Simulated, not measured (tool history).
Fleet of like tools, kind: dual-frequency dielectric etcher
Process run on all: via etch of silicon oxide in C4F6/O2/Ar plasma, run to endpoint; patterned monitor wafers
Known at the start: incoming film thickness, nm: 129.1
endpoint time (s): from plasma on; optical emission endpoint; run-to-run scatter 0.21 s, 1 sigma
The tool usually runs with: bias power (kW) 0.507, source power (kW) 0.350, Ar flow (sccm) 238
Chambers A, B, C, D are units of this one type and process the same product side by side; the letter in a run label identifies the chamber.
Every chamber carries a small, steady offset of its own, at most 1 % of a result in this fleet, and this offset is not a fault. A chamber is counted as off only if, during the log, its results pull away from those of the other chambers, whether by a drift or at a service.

Run 1B, day 0.121: usual settings. Result: endpoint time (s) 29.718.
Run 2C, day 0.254: usual settings. Result: endpoint time (s) 28.670.
Run 3D, day 0.525: usual settings. Result: endpoint time (s) 29.251.
Run 4A, day 0.738: usual settings. Result: endpoint time (s) 28.954.
Run 5A, day 0.900: usual settings. Result: endpoint time (s) 28.682.
Run 6D, day 1.133: usual settings. Result: endpoint time (s) 29.289.
At day 1.221: chamber B: wet clean of the chamber.
Run 7B, day 1.292: usual settings. Result: endpoint time (s) 29.212.
Run 8C, day 1.525: usual settings. Result: endpoint time (s) 28.823.
Run 9A, day 1.742: usual settings. Result: endpoint time (s) 28.935.
Run 10D, day 1.925: usual settings. Result: endpoint time (s) 29.300.
Run 11B, day 2.125: usual settings. Result: endpoint time (s) 29.045.
Run 12C, day 2.392: usual settings. Result: endpoint time (s) 28.904.
Run 13A, day 2.646: usual settings. Result: endpoint time (s) 28.655.
Run 14B, day 2.883: usual settings but bias power (kW) 0.432, Ar flow (sccm) 278. Result: endpoint time (s) 31.426.
Run 15C, day 3.008: usual settings but bias power (kW) 0.432, Ar flow (sccm) 278. Result: endpoint time (s) 31.108.
Run 16D, day 3.254: usual settings but bias power (kW) 0.432, Ar flow (sccm) 278. Result: endpoint time (s) 31.365.
Run 17A, day 3.421: usual settings but bias power (kW) 0.432, Ar flow (sccm) 278. Result: endpoint time (s) 31.096.
Run 18B, day 3.683: usual settings. Result: endpoint time (s) 29.063.
Run 19D, day 3.821: usual settings. Result: endpoint time (s) 29.347.
Run 20C, day 4.042: usual settings. Result: endpoint time (s) 28.772.
Run 21C, day 4.242: usual settings but bias power (kW) 0.384, Ar flow (sccm) 186. Result: endpoint time (s) 31.070.
Run 22D, day 4.492: usual settings but bias power (kW) 0.384, Ar flow (sccm) 186. Result: endpoint time (s) 31.180.
Run 23A, day 4.667: usual settings but bias power (kW) 0.384, Ar flow (sccm) 186. Result: endpoint time (s) 30.844.
Run 24B, day 4.858: usual settings but bias power (kW) 0.384, Ar flow (sccm) 186. Result: endpoint time (s) 31.615.
Run 25D, day 4.996: usual settings. Result: endpoint time (s) 29.172.
Run 26C, day 5.242: usual settings. Result: endpoint time (s) 29.088.
Run 27A, day 5.492: usual settings. Result: endpoint time (s) 28.491.
Run 28B, day 5.704: usual settings. Result: endpoint time (s) 29.462.
Run 29D, day 5.879: usual settings but bias power (kW) 0.396. Result: endpoint time (s) 31.988.
Run 30B, day 6.150: usual settings but bias power (kW) 0.396. Result: endpoint time (s) 31.742.
Run 31A, day 6.379: usual settings but bias power (kW) 0.396. Result: endpoint time (s) 31.457.
Run 32C, day 6.550: usual settings but bias power (kW) 0.396. Result: endpoint time (s) 31.623.
Run 33A, day 6.671: usual settings. Result: endpoint time (s) 28.242.
Run 34D, day 6.867: usual settings but bias power (kW) 0.560, Ar flow (sccm) 282. Result: endpoint time (s) 28.475.

Next, every chamber runs the same settings. What will each give?
Run 35A, day 7.062: usual settings but source power (kW) 0.290. Result: endpoint time (s) ?.
Run 35B, day 7.062: usual settings but source power (kW) 0.290. Result: endpoint time (s) ?.
Run 35C, day 7.062: usual settings but source power (kW) 0.290. Result: endpoint time (s) ?.
Run 35D, day 7.062: usual settings but source power (kW) 0.290. Result: endpoint time (s) ?.

run  endpoint time (s)
35A             30.659
35B             30.948
35C             30.855
35D             31.082
